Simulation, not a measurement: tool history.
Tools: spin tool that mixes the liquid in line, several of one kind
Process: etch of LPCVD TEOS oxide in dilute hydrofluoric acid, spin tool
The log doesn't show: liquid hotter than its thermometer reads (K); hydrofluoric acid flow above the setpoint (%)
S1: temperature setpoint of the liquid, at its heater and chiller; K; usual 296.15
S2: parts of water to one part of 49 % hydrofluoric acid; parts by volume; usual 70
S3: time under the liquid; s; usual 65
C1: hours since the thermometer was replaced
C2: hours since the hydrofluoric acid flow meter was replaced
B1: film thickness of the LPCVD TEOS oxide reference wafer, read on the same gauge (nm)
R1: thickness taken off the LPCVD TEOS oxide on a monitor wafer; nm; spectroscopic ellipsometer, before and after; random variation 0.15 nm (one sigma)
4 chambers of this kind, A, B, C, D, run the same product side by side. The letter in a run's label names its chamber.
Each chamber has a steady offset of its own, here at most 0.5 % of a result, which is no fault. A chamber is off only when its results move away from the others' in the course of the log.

run	hour	S1	S2	S3	C1	C2	B1	R1
1C	10.4	296.15	70	65	1496.6	200.5	100.02	16.026
2A	22	296.15	70	65	613.2	558	100.02	16.244
3B	29.6	296.15	70	65	1527	97.9	99.998	15.944
4D	39.4	296.15	70	65	1530.6	1226.7	99.965	16.235
5C	49.8	296.15	70	65	1536	239.9	100.01	16.158
6D	62.5	296.15	70	65	1553.7	1249.8	100.01	16.267
# hour 69.8: chamber C: thermometer replaced
7B	75.6	296.15	70	65	1573	143.9	100.03	16.091
8A	86.2	296.15	70	65	677.4	622.2	100.01	16.199
9B	98.7	298.15	100	65	1596.1	167	99.994	11.711
10A	110.8	298.15	100	65	702	646.8	100.04	11.845
11D	123	298.15	100	65	1614.2	1310.3	100.02	11.669
12C	133.4	298.15	100	65	63.6	323.5	99.992	11.62
13B	144.3	296.15	70	65	1641.7	212.6	100	16.157
14D	151.1	296.15	70	65	1642.3	1338.4	100.02	16.063
15C	160.2	296.15	70	90	90.4	350.3	100.01	22.474
16A	168.9	296.15	70	90	760.1	704.9	99.989	22.301
17A	176.6	296.15	70	90	767.8	712.6	100.02	22.637
18C	189.2	296.15	70	90	119.4	379.3	100.01	22.191
19B	197.7	296.15	70	65	1695.1	266	100.01	16.089
20D	210.2	296.15	70	65	1701.4	1397.5	100.01	16.051
21D	219.2	299.15	85	65	1710.4	1406.5	99.998	14.917
22C	226.2	299.15	85	65	156.4	416.3	99.986	14.773
23A	239.1	299.15	85	65	830.3	775.1	99.995	14.53
24B	244.8	299.15	85	65	1742.2	313.1	99.988	14.651
25C	252.3	294.15	70	45	182.5	442.4	99.996	10.164
26B	262.5	294.15	70	45	1759.9	330.8	99.99	10.2
27D	270.9	294.15	70	45	1762.1	1458.2	99.975	10.108
# hour 277.4: chamber D: thermometer replaced
28A	281.3	294.15	70	45	872.5	817.3	100.01	10.194
29C	293	296.15	70	65	223.2	483.1	99.987	16.075
30D	305.1	296.15	70	65	27.7	1492.4	99.99	16.036
31B	315.1	296.15	70	65	1812.5	383.4	100.01	16.086
32A	324.1	296.15	70	65	915.3	860.1	100.01	16.07
33B	334.7	296.15	70	65	1832.1	403	99.983	15.957
34C	344.3	296.15	70	65	274.5	534.4	100	16.057

All 4 chambers run these settings next. Forecast each chamber's results:
35A	353.6	296.15	70	95				?
35B	353.6	296.15	70	95				?
35C	353.6	296.15	70	95				?
35D	353.6	296.15	70	95				?

run	R1
35A	23.346
35B	23.237
35C	23.434
35D	23.875

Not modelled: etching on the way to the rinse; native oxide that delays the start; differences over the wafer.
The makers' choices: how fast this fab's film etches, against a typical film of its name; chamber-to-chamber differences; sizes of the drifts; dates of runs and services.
